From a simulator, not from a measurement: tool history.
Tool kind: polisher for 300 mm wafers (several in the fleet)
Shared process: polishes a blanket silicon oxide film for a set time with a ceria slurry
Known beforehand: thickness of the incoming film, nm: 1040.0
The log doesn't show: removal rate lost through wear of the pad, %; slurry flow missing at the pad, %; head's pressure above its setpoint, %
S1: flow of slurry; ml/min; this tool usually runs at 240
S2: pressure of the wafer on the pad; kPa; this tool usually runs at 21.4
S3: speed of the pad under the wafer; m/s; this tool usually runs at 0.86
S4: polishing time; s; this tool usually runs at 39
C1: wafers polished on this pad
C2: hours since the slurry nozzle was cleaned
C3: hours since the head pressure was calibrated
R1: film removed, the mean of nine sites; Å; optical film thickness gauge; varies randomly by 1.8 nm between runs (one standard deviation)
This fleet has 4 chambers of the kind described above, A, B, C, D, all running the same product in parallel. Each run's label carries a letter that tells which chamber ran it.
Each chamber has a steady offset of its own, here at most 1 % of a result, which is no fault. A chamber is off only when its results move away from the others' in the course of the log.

{"hour": 2.2, "done": "chamber C: worn pad replaced by a new one"}
{"run": "1B", "hour": 7.0, "S1": 240, "S2": 21.4, "S3": 0.86, "S4": 39, "C1": 914, "C2": 118.1, "C3": 354.3, "R1": 1328.7}
{"hour": 12.6, "done": "chamber B: worn pad replaced by a new one"}
{"run": "2C", "hour": 16.6, "S1": 240, "S2": 21.4, "S3": 0.86, "S4": 39, "C1": 208, "C2": 84.1, "C3": 298.5, "R1": 1290.8}
{"run": "3A", "hour": 22.1, "S1": 240, "S2": 21.4, "S3": 0.86, "S4": 39, "C1": 404, "C2": 735.5, "C3": 1062.2, "R1": 1228.1}
{"hour": 26.0, "done": "chamber A: slurry nozzle cleaned"}
{"run": "4D", "hour": 30.0, "S1": 240, "S2": 21.4, "S3": 0.86, "S4": 39, "C1": 738, "C2": 332.7, "C3": 254.3, "R1": 1264.4}
{"hour": 33.3, "done": "chamber A: worn pad replaced by a new one"}
{"run": "5B", "hour": 34.5, "S1": 240, "S2": 21.4, "S3": 0.86, "S4": 39, "C1": 318, "C2": 145.6, "C3": 381.8, "R1": 1269.3}
{"hour": 37.7, "done": "chamber D: worn pad replaced by a new one"}
{"run": "6A", "hour": 42.5, "S1": 240, "S2": 21.4, "S3": 0.86, "S4": 39, "C1": 133, "C2": 16.5, "C3": 1082.6, "R1": 1265.6}
{"run": "7C", "hour": 47.2, "S1": 240, "S2": 21.4, "S3": 0.86, "S4": 39, "C1": 651, "C2": 114.7, "C3": 329.1, "R1": 1236}
{"run": "8D", "hour": 54.7, "S1": 240, "S2": 21.4, "S3": 0.86, "S4": 39, "C1": 246, "C2": 357.4, "C3": 279, "R1": 1283.4}
{"run": "9A", "hour": 60.2, "S1": 240, "S2": 21.4, "S3": 0.86, "S4": 39, "C1": 389, "C2": 34.2, "C3": 1100.3, "R1": 1246.5}
{"hour": 63.3, "done": "chamber D: head pressure recalibrated"}
{"run": "10B", "hour": 65.1, "S1": 240, "S2": 21.4, "S3": 0.86, "S4": 39, "C1": 761, "C2": 176.2, "C3": 412.4, "R1": 1305}
{"hour": 69.1, "done": "chamber A: worn pad replaced by a new one"}
{"hour": 69.5, "done": "chamber C: worn pad replaced by a new one"}
{"run": "11C", "hour": 72.4, "S1": 240, "S2": 21.4, "S3": 0.86, "S4": 39, "C1": 42, "C2": 139.9, "C3": 354.3, "R1": 1285.5}
{"hour": 78.9, "done": "chamber B: worn pad replaced by a new one"}
{"run": "12D", "hour": 80.9, "S1": 240, "S2": 21.4, "S3": 0.86, "S4": 39, "C1": 626, "C2": 383.6, "C3": 17.7, "R1": 1405}
{"run": "13B", "hour": 86.9, "S1": 240, "S2": 21.4, "S3": 0.86, "S4": 39, "C1": 116, "C2": 198, "C3": 434.2, "R1": 1289.7}
{"run": "14C", "hour": 94.0, "S1": 240, "S2": 21.4, "S3": 0.86, "S4": 39, "C1": 355, "C2": 161.5, "C3": 375.9, "R1": 1288.6}
{"run": "15D", "hour": 101.4, "S1": 240, "S2": 21.4, "S3": 0.86, "S4": 39, "C1": 922, "C2": 404.1, "C3": 38.2, "R1": 1438.2}
{"hour": 104.3, "done": "chamber A: worn pad replaced by a new one"}
{"run": "16A", "hour": 110.4, "S1": 240, "S2": 21.4, "S3": 0.86, "S4": 39, "C1": 89, "C2": 84.4, "C3": 1150.5, "R1": 1271.8}
{"hour": 110.7, "done": "chamber D: worn pad replaced by a new one"}
{"run": "17A", "hour": 117.2, "S1": 240, "S2": 21.4, "S3": 0.86, "S4": 39, "C1": 187, "C2": 91.2, "C3": 1157.3, "R1": 1268.9}
{"run": "18B", "hour": 124.4, "S1": 240, "S2": 21.4, "S3": 0.86, "S4": 39, "C1": 659, "C2": 235.5, "C3": 471.7, "R1": 1260.7}
{"run": "19D", "hour": 131.5, "S1": 240, "S2": 21.4, "S3": 0.86, "S4": 39, "C1": 302, "C2": 434.2, "C3": 68.3, "R1": 1432.5}
{"hour": 136.0, "done": "chamber B: worn pad replaced by a new one"}
{"hour": 137.5, "done": "chamber C: worn pad replaced by a new one"}
{"run": "20C", "hour": 139.9, "S1": 240, "S2": 21.4, "S3": 0.86, "S4": 39, "C1": 35, "C2": 207.4, "C3": 421.8, "R1": 1273.1}
{"hour": 141.2, "done": "chamber A: worn pad replaced by a new one"}
{"hour": 147.4, "done": "chamber B: slurry nozzle cleaned"}
{"run": "21C", "hour": 149.7, "S1": 240, "S2": 21.4, "S3": 0.86, "S4": 39, "C1": 177, "C2": 217.2, "C3": 431.6, "R1": 1251.1}
{"run": "22D", "hour": 157.2, "S1": 240, "S2": 15.2, "S3": 0.86, "S4": 39, "C1": 674, "C2": 459.9, "C3": 94, "R1": 1026.4}
{"run": "23A", "hour": 164.6, "S1": 240, "S2": 15.2, "S3": 0.86, "S4": 39, "C1": 339, "C2": 138.6, "C3": 1204.7, "R1": 905.13}
{"hour": 170.5, "done": "chamber D: worn pad replaced by a new one"}
{"run": "24B", "hour": 173.6, "S1": 240, "S2": 15.2, "S3": 0.86, "S4": 39, "C1": 545, "C2": 26.2, "C3": 520.9, "R1": 911.73}
{"run": "25D", "hour": 183.2, "S1": 240, "S2": 15.2, "S3": 0.86, "S4": 39, "C1": 184, "C2": 485.9, "C3": 120, "R1": 1006.6}

All 4 chambers run these settings next. Forecast each chamber's results:
{"run": "26A", "hour": 190.6, "S1": 240, "S2": 21.4, "S3": 0.86, "S4": 39, "R1": "?"}
{"run": "26B", "hour": 190.6, "S1": 240, "S2": 21.4, "S3": 0.86, "S4": 39, "R1": "?"}
{"run": "26C", "hour": 190.6, "S1": 240, "S2": 21.4, "S3": 0.86, "S4": 39, "R1": "?"}
{"run": "26D", "hour": 190.6, "S1": 240, "S2": 21.4, "S3": 0.86, "S4": 39, "R1": "?"}

run=26A R1=1261.9
run=26B R1=1273.2
run=26C R1=1273.2
run=26D R1=1410.9
